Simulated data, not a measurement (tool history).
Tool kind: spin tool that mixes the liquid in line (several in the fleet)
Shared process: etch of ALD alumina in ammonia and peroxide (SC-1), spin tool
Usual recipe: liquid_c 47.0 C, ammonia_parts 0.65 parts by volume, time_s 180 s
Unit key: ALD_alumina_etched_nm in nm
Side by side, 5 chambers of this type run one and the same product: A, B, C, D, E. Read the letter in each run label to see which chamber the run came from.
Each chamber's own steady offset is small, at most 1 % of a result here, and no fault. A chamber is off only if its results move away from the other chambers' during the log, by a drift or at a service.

| run | hour | liquid_c | ammonia_parts | time_s | read-back film thickness of the ALD alumina reference wafer, read on the same gauge (nm) | ALD_alumina_etched_nm |
|---|---|---|---|---|---|---|
|  | 6.1 | chamber D: new drum of ammonia solution connected |
| 1E | 9.2 | 47.0 | 0.65 | 180 | 119.98 | 6.0007 |
| 2B | 15.1 | 47.0 | 0.65 | 180 | 119.99 | 5.9937 |
| 3A | 22.1 | 47.0 | 0.65 | 180 | 119.99 | 6.0068 |
| 4C | 28.0 | 47.0 | 0.65 | 180 | 120.00 | 5.9645 |
| 5D | 35.2 | 47.0 | 0.65 | 260 | 119.97 | 8.6847 |
| 6E | 41.7 | 47.0 | 0.65 | 260 | 120.00 | 8.6334 |
|  | 43.1 | chamber C: new drum of ammonia solution connected |
| 7A | 51.9 | 47.0 | 0.65 | 260 | 120.02 | 8.6900 |
| 8D | 62.8 | 47.0 | 0.65 | 260 | 119.98 | 8.6968 |
| 9C | 72.7 | 47.0 | 0.65 | 260 | 120.01 | 8.6287 |
| 10B | 79.3 | 47.0 | 0.65 | 180 | 119.99 | 5.9373 |
|  | 80.6 | chamber E: ammonia flow meter replaced |
| 11B | 87.0 | 47.0 | 0.45 | 260 | 119.99 | 8.3572 |
| 12C | 93.0 | 47.0 | 0.45 | 260 | 120.02 | 8.2970 |
|  | 98.6 | chamber D: thermometer replaced |
| 13A | 99.4 | 47.0 | 0.45 | 260 | 120.00 | 8.4390 |
| 14D | 109.5 | 47.0 | 0.45 | 260 | 119.95 | 8.2577 |
| 15E | 118.5 | 47.0 | 0.45 | 260 | 120.01 | 8.3555 |
| 16A | 126.4 | 47.0 | 0.65 | 180 | 119.99 | 6.0505 |
| 17B | 134.2 | 47.0 | 0.65 | 180 | 119.98 | 6.0149 |
| 18C | 141.5 | 47.0 | 0.65 | 180 | 120.01 | 5.9528 |
|  | 150.7 | chamber B: thermometer replaced |
| 19D | 151.6 | 47.0 | 0.65 | 180 | 120.01 | 5.9575 |
| 20E | 161.0 | 47.0 | 0.65 | 180 | 119.97 | 6.0170 |
| 21B | 170.3 | 47.0 | 0.65 | 180 | 120.02 | 5.9931 |
| 22A | 179.2 | 47.0 | 0.65 | 180 | 120.00 | 6.0337 |
| 23C | 187.6 | 47.0 | 0.65 | 180 | 119.99 | 5.9675 |
| 24E | 197.3 | 47.0 | 0.65 | 180 | 120.00 | 5.9440 |
| 25D | 203.4 | 47.0 | 0.65 | 180 | 120.01 | 5.9713 |
| 26E | 213.8 | 47.0 | 0.65 | 180 | 119.98 | 5.8724 |
| 27D | 222.6 | 47.0 | 0.65 | 180 | 120.00 | 6.0182 |
| 28B | 231.2 | 38.5 | 0.65 | 180 | 119.99 | 3.6442 |
| 29C | 241.7 | 38.5 | 0.65 | 180 | 119.98 | 3.6690 |
| 30A | 249.5 | 38.5 | 0.65 | 180 | 120.02 | 3.7018 |
| 31C | 257.5 | 38.5 | 0.65 | 180 | 120.01 | 3.6581 |
| 32E | 264.3 | 38.5 | 0.65 | 180 | 120.01 | 3.5350 |
| 33A | 269.7 | 47.0 | 0.65 | 180 | 120.00 | 6.0343 |
| 34B | 275.1 | 47.0 | 0.65 | 180 | 120.00 | 6.0013 |
| 35D | 280.3 | 47.0 | 0.65 | 180 | 120.02 | 6.0127 |
|  | 288.6 | chamber A: ammonia flow meter replaced |
| 36A | 291.1 | 47.0 | 0.65 | 180 | 120.01 | 6.0051 |
| 37C | 297.2 | 47.0 | 0.65 | 180 | 120.02 | 5.9297 |
| 38E | 304.6 | 47.0 | 0.65 | 180 | 120.02 | 5.6845 |
|  | 309.8 | chamber D: ammonia flow meter replaced |
| 39B | 315.1 | 53.5 | 0.65 | 120 | 120.02 | 5.7096 |
| 40D | 320.6 | 53.5 | 0.65 | 120 | 120.02 | 5.7007 |
| 41E | 330.5 | 53.5 | 0.65 | 120 | 120.00 | 5.3571 |
| 42C | 339.6 | 53.5 | 0.65 | 120 | 119.99 | 5.6396 |

All chambers now run identical settings, listed one chamber a line with results as question marks. What results will each chamber show?
| 43A | 347.5 | 47.0 | 0.65 | 180 |  | ? |
| 43B | 347.5 | 47.0 | 0.65 | 180 |  | ? |
| 43C | 347.5 | 47.0 | 0.65 | 180 |  | ? |
| 43D | 347.5 | 47.0 | 0.65 | 180 |  | ? |
| 43E | 347.5 | 47.0 | 0.65 | 180 |  | ? |

| run | ALD_alumina_etched_nm |
|---|---|
| 43A | 6.0449 |
| 43B | 5.9730 |
| 43C | 5.9628 |
| 43D | 6.0027 |
| 43E | 5.6480 |
